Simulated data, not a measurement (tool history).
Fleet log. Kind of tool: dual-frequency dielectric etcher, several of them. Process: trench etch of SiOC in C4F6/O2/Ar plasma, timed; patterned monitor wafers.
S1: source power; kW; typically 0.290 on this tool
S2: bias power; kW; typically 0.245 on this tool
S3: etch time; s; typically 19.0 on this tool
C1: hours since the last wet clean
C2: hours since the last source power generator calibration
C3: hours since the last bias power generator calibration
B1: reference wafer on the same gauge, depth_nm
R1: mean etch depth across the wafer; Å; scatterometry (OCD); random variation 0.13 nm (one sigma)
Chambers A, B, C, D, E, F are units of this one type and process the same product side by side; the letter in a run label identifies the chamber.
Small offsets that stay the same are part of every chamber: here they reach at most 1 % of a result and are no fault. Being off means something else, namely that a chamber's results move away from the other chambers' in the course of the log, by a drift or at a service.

{"run": "1B", "hour": 15.4, "S1": 0.29, "S2": 0.245, "S3": 19.0, "C1": 155.5, "C2": 2312.8, "C3": 231.7, "B1": 37.365, "R1": 387.33}
{"run": "2F", "hour": 28.5, "S1": 0.29, "S2": 0.245, "S3": 19.0, "C1": 221.2, "C2": 2393.5, "C3": 3197.9, "B1": 37.427, "R1": 387.33}
{"run": "3D", "hour": 43.7, "S1": 0.29, "S2": 0.245, "S3": 19.0, "C1": 189.7, "C2": 1704.4, "C3": 1014.9, "B1": 37.369, "R1": 384.12}
{"run": "4A", "hour": 55.4, "S1": 0.29, "S2": 0.245, "S3": 19.0, "C1": 156.9, "C2": 1800.7, "C3": 1899.8, "B1": 37.395, "R1": 389.94}
{"run": "5C", "hour": 67.5, "S1": 0.29, "S2": 0.245, "S3": 19.0, "C1": 322.4, "C2": 995.8, "C3": 2666.4, "B1": 37.389, "R1": 386.06}
{"run": "6E", "hour": 79.0, "S1": 0.29, "S2": 0.245, "S3": 19.0, "C1": 161.8, "C2": 3767.8, "C3": 630.9, "B1": 37.349, "R1": 387.23}
{"hour": 84.3, "done": "chamber A: bias power generator calibrated"}
{"run": "7E", "hour": 91.0, "S1": 0.29, "S2": 0.245, "S3": 19.0, "C1": 173.8, "C2": 3779.8, "C3": 642.9, "B1": 37.417, "R1": 386.15}
{"run": "8C", "hour": 103.0, "S1": 0.29, "S2": 0.245, "S3": 19.0, "C1": 357.9, "C2": 1031.3, "C3": 2701.9, "B1": 37.409, "R1": 386.57}
{"run": "9A", "hour": 118.5, "S1": 0.29, "S2": 0.245, "S3": 24.0, "C1": 220.0, "C2": 1863.8, "C3": 34.2, "B1": 37.417, "R1": 490.49}
{"run": "10D", "hour": 127.5, "S1": 0.29, "S2": 0.245, "S3": 24.0, "C1": 273.5, "C2": 1788.2, "C3": 1098.7, "B1": 37.417, "R1": 486.13}
{"run": "11B", "hour": 142.1, "S1": 0.29, "S2": 0.245, "S3": 24.0, "C1": 282.2, "C2": 2439.5, "C3": 358.4, "B1": 37.389, "R1": 489.43}
{"run": "12F", "hour": 155.6, "S1": 0.29, "S2": 0.245, "S3": 24.0, "C1": 348.3, "C2": 2520.6, "C3": 3325.0, "B1": 37.412, "R1": 486.58}
{"run": "13D", "hour": 169.6, "S1": 0.29, "S2": 0.245, "S3": 24.0, "C1": 315.6, "C2": 1830.3, "C3": 1140.8, "B1": 37.377, "R1": 489.51}
{"run": "14B", "hour": 181.9, "S1": 0.29, "S2": 0.245, "S3": 24.0, "C1": 322.0, "C2": 2479.3, "C3": 398.2, "B1": 37.429, "R1": 488.63}
{"hour": 186.8, "done": "chamber F: bias power generator calibrated"}
{"hour": 188.8, "done": "chamber B: source power generator calibrated"}
{"run": "15F", "hour": 190.2, "S1": 0.29, "S2": 0.245, "S3": 19.0, "C1": 382.9, "C2": 2555.2, "C3": 3.5, "B1": 37.414, "R1": 386.63}
{"run": "16C", "hour": 197.6, "S1": 0.33, "S2": 0.245, "S3": 15.5, "C1": 452.5, "C2": 1125.9, "C3": 2796.5, "B1": 37.425, "R1": 327.44}
{"run": "17A", "hour": 204.7, "S1": 0.33, "S2": 0.245, "S3": 15.5, "C1": 306.2, "C2": 1950.0, "C3": 120.4, "B1": 37.422, "R1": 332.79}
{"run": "18E", "hour": 219.4, "S1": 0.33, "S2": 0.245, "S3": 15.5, "C1": 302.2, "C2": 3908.2, "C3": 771.3, "B1": 37.374, "R1": 329.19}
{"hour": 225.8, "done": "chamber D: wet clean of the chamber"}
{"hour": 233.2, "done": "chamber B: wet clean of the chamber"}
{"run": "19D", "hour": 234.2, "S1": 0.33, "S2": 0.245, "S3": 15.5, "C1": 8.5, "C2": 1894.9, "C3": 1205.4, "B1": 37.436, "R1": 330.57}
{"run": "20F", "hour": 247.3, "S1": 0.33, "S2": 0.245, "S3": 15.5, "C1": 440.0, "C2": 2612.3, "C3": 60.6, "B1": 37.409, "R1": 333.6}
{"run": "21C", "hour": 255.7, "S1": 0.33, "S2": 0.245, "S3": 15.5, "C1": 510.6, "C2": 1184.0, "C3": 2854.6, "B1": 37.401, "R1": 327.51}
{"run": "22A", "hour": 266.9, "S1": 0.29, "S2": 0.245, "S3": 23.0, "C1": 368.4, "C2": 2012.2, "C3": 182.6, "B1": 37.405, "R1": 473.28}
{"run": "23E", "hour": 275.1, "S1": 0.29, "S2": 0.245, "S3": 23.0, "C1": 357.9, "C2": 3963.9, "C3": 827.0, "B1": 37.379, "R1": 468.61}
{"run": "24B", "hour": 290.3, "S1": 0.29, "S2": 0.245, "S3": 23.0, "C1": 57.2, "C2": 101.5, "C3": 506.6, "B1": 37.405, "R1": 469.17}
{"run": "25F", "hour": 301.5, "S1": 0.29, "S2": 0.245, "S3": 23.0, "C1": 494.2, "C2": 2666.5, "C3": 114.8, "B1": 37.399, "R1": 467.33}
{"run": "26D", "hour": 308.9, "S1": 0.29, "S2": 0.245, "S3": 23.0, "C1": 83.2, "C2": 1969.6, "C3": 1280.1, "B1": 37.373, "R1": 465.88}
{"hour": 312.3, "done": "chamber F: wet clean of the chamber"}
{"run": "27A", "hour": 319.3, "S1": 0.29, "S2": 0.245, "S3": 23.0, "C1": 420.8, "C2": 2064.6, "C3": 235.0, "B1": 37.416, "R1": 470.25}
{"run": "28E", "hour": 332.3, "S1": 0.29, "S2": 0.245, "S3": 15.5, "C1": 415.1, "C2": 4021.1, "C3": 884.2, "B1": 37.379, "R1": 314.32}
{"hour": 333.8, "done": "chamber C: bias power generator calibrated"}
{"run": "29B", "hour": 345.4, "S1": 0.29, "S2": 0.245, "S3": 15.5, "C1": 112.3, "C2": 156.6, "C3": 561.7, "B1": 37.423, "R1": 318.14}
{"run": "30C", "hour": 358.0, "S1": 0.29, "S2": 0.245, "S3": 15.5, "C1": 612.9, "C2": 1286.3, "C3": 24.3, "B1": 37.402, "R1": 307.87}
{"run": "31C", "hour": 369.6, "S1": 0.29, "S2": 0.245, "S3": 15.5, "C1": 624.5, "C2": 1297.9, "C3": 35.9, "B1": 37.382, "R1": 308.26}
{"hour": 377.8, "done": "chamber A: wet clean of the chamber"}
{"run": "32D", "hour": 381.2, "S1": 0.29, "S2": 0.245, "S3": 15.5, "C1": 155.5, "C2": 2041.9, "C3": 1352.4, "B1": 37.403, "R1": 313.06}
{"run": "33B", "hour": 394.3, "S1": 0.29, "S2": 0.245, "S3": 15.5, "C1": 161.2, "C2": 205.5, "C3": 610.6, "B1": 37.408, "R1": 315.96}
{"run": "34F", "hour": 403.5, "S1": 0.29, "S2": 0.245, "S3": 19.0, "C1": 91.2, "C2": 2768.5, "C3": 216.8, "B1": 37.389, "R1": 388.0}
{"run": "35E", "hour": 413.3, "S1": 0.27, "S2": 0.245, "S3": 19.0, "C1": 496.1, "C2": 4102.1, "C3": 965.2, "B1": 37.397, "R1": 374.3}
{"run": "36A", "hour": 420.5, "S1": 0.27, "S2": 0.245, "S3": 19.0, "C1": 42.8, "C2": 2165.8, "C3": 336.2, "B1": 37.399, "R1": 377.43}
{"run": "37F", "hour": 432.3, "S1": 0.27, "S2": 0.245, "S3": 19.0, "C1": 120.0, "C2": 2797.3, "C3": 245.6, "B1": 37.4, "R1": 377.35}
{"run": "38E", "hour": 444.8, "S1": 0.27, "S2": 0.245, "S3": 19.0, "C1": 527.6, "C2": 4133.6, "C3": 996.7, "B1": 37.423, "R1": 376.32}
{"run": "39A", "hour": 456.9, "S1": 0.27, "S2": 0.245, "S3": 19.0, "C1": 79.2, "C2": 2202.2, "C3": 372.6, "B1": 37.423, "R1": 380.1}
{"run": "40C", "hour": 465.3, "S1": 0.27, "S2": 0.245, "S3": 19.0, "C1": 720.2, "C2": 1393.6, "C3": 131.6, "B1": 37.422, "R1": 363.74}
{"run": "41B", "hour": 476.1, "S1": 0.29, "S2": 0.245, "S3": 19.0, "C1": 243.0, "C2": 287.3, "C3": 692.4, "B1": 37.386, "R1": 388.92}

Next, every chamber runs the same settings. What will each give?
{"run": "42A", "hour": 487.2, "S1": 0.29, "S2": 0.245, "S3": 23.0, "R1": "?"}
{"run": "42B", "hour": 487.2, "S1": 0.29, "S2": 0.245, "S3": 23.0, "R1": "?"}
{"run": "42C", "hour": 487.2, "S1": 0.29, "S2": 0.245, "S3": 23.0, "R1": "?"}
{"run": "42D", "hour": 487.2, "S1": 0.29, "S2": 0.245, "S3": 23.0, "R1": "?"}
{"run": "42E", "hour": 487.2, "S1": 0.29, "S2": 0.245, "S3": 23.0, "R1": "?"}
{"run": "42F", "hour": 487.2, "S1": 0.29, "S2": 0.245, "S3": 23.0, "R1": "?"}

run=42A R1=470.77
run=42B R1=474.17
run=42C R1=450.74
run=42D R1=466.79
run=42E R1=467.92
run=42F R1=470.12
